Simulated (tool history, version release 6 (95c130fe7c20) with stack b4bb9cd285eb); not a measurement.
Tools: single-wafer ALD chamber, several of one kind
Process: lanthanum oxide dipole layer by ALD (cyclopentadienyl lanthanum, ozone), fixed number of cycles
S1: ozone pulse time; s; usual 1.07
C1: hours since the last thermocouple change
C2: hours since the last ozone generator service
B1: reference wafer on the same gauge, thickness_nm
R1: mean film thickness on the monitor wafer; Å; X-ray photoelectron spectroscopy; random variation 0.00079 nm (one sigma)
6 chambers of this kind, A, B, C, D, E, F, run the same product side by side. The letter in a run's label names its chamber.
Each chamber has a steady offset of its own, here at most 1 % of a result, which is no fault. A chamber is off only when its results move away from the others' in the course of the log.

run 1A hour=14.6 | S1=1.07 | C1=810.1 C2=203.6 | B1=0.56579 | R1=5.0884
run 2B hour=23 | S1=1.07 | C1=414.4 C2=565 | B1=0.56587 | R1=5.0784
run 3C hour=31.1 | S1=1.07 | C1=678.4 C2=91 | B1=0.56572 | R1=5.0989
-- hour=37.8 chamber F: thermocouple changed; heater temperature recalibrated
run 4D hour=43.5 | S1=1.07 | C1=937.8 C2=1039.6 | B1=0.56576 | R1=5.1191
run 5E hour=55.4 | S1=1.07 | C1=267.8 C2=805 | B1=0.5654 | R1=5.152
run 6F hour=69.4 | S1=1.07 | C1=31.6 C2=632.4 | B1=0.56526 | R1=5.1021
run 7F hour=82.9 | S1=1.07 | C1=45.1 C2=645.9 | B1=0.5653 | R1=5.1005
run 8A hour=94.5 | S1=1.07 | C1=890 C2=283.5 | B1=0.56509 | R1=5.0734
run 9C hour=106.9 | S1=1.07 | C1=754.2 C2=166.8 | B1=0.565 | R1=5.0898
run 10D hour=114.2 | S1=1.07 | C1=1008.5 C2=1110.3 | B1=0.56498 | R1=5.1282
run 11E hour=126.7 | S1=1.07 | C1=339.1 C2=876.3 | B1=0.56489 | R1=5.1358
run 12B hour=139.6 | S1=1.07 | C1=531 C2=681.6 | B1=0.56492 | R1=5.0792
-- hour=147.7 chamber F: ozone generator serviced
run 13A hour=152.2 | S1=1.07 | C1=947.7 C2=341.2 | B1=0.56488 | R1=5.067
-- hour=156.6 chamber E: ozone generator serviced
run 14C hour=159.1 | S1=1.07 | C1=806.4 C2=219 | B1=0.56481 | R1=5.0915
run 15B hour=169.4 | S1=1.07 | C1=560.8 C2=711.4 | B1=0.56439 | R1=5.085
-- hour=173.5 chamber D: thermocouple changed; heater temperature recalibrated
run 16F hour=176.2 | S1=1.07 | C1=138.4 C2=28.5 | B1=0.56457 | R1=5.0923
run 17E hour=182.5 | S1=1.31 | C1=394.9 C2=25.9 | B1=0.56432 | R1=5.4093
run 18D hour=193.3 | S1=1.31 | C1=19.9 C2=1189.4 | B1=0.56444 | R1=5.3677
run 19C hour=206.6 | S1=1.31 | C1=853.9 C2=266.5 | B1=0.56386 | R1=5.3423
-- hour=211.3 chamber B: ozone generator serviced
run 20E hour=215.4 | S1=1.31 | C1=427.8 C2=58.8 | B1=0.56429 | R1=5.4024
-- hour=225.1 chamber D: ozone generator serviced
run 21F hour=227.8 | S1=1.31 | C1=190 C2=80.1 | B1=0.56409 | R1=5.3574
run 22D hour=239 | S1=1.31 | C1=65.6 C2=13.9 | B1=0.56389 | R1=5.3815
run 23A hour=247.3 | S1=1.07 | C1=1042.8 C2=436.3 | B1=0.56381 | R1=5.0669
run 24B hour=259.6 | S1=1.07 | C1=651 C2=48.3 | B1=0.56379 | R1=5.0744
run 25C hour=267.8 | S1=1.07 | C1=915.1 C2=327.7 | B1=0.56341 | R1=5.0799
run 26B hour=274.1 | S1=1.07 | C1=665.5 C2=62.8 | B1=0.56354 | R1=5.0703
run 27E hour=285.3 | S1=1.07 | C1=497.7 C2=128.7 | B1=0.56358 | R1=5.1309
run 28F hour=292.2 | S1=1.07 | C1=254.4 C2=144.5 | B1=0.56327 | R1=5.0965
run 29A hour=300.8 | S1=1.07 | C1=1096.3 C2=489.8 | B1=0.56334 | R1=5.0573
run 30D hour=312.2 | S1=1.07 | C1=138.8 C2=87.1 | B1=0.56295 | R1=5.1145
run 31F hour=325.9 | S1=1.07 | C1=288.1 C2=178.2 | B1=0.56296 | R1=5.0723
-- hour=327 chamber A: thermocouple changed; heater temperature recalibrated
run 32B hour=334.1 | S1=1.07 | C1=725.5 C2=122.8 | B1=0.5631 | R1=5.066
run 33C hour=343.6 | S1=1.07 | C1=990.9 C2=403.5 | B1=0.56296 | R1=5.0629
run 34A hour=350.1 | S1=1.07 | C1=23.2 C2=539.1 | B1=0.56282 | R1=5.0503
run 35D hour=363.7 | S1=1.07 | C1=190.3 C2=138.6 | B1=0.56289 | R1=5.1044
run 36E hour=373 | S1=1.07 | C1=585.4 C2=216.4 | B1=0.56258 | R1=5.12
run 37F hour=379.4 | S1=1.07 | C1=341.6 C2=231.7 | B1=0.56257 | R1=5.0766
run 38C hour=392.7 | S1=1.07 | C1=1040 C2=452.6 | B1=0.56233 | R1=5.0617

What goes on in this fleet: one chamber off, a drifting gauge, or nothing beyond the chambers' own small offsets? Name the chamber and the cause, if any.

The gauge drifts, so all chambers seem to drift together. No chamber is off.
Cause: gauge reads low (%) = 0.633.
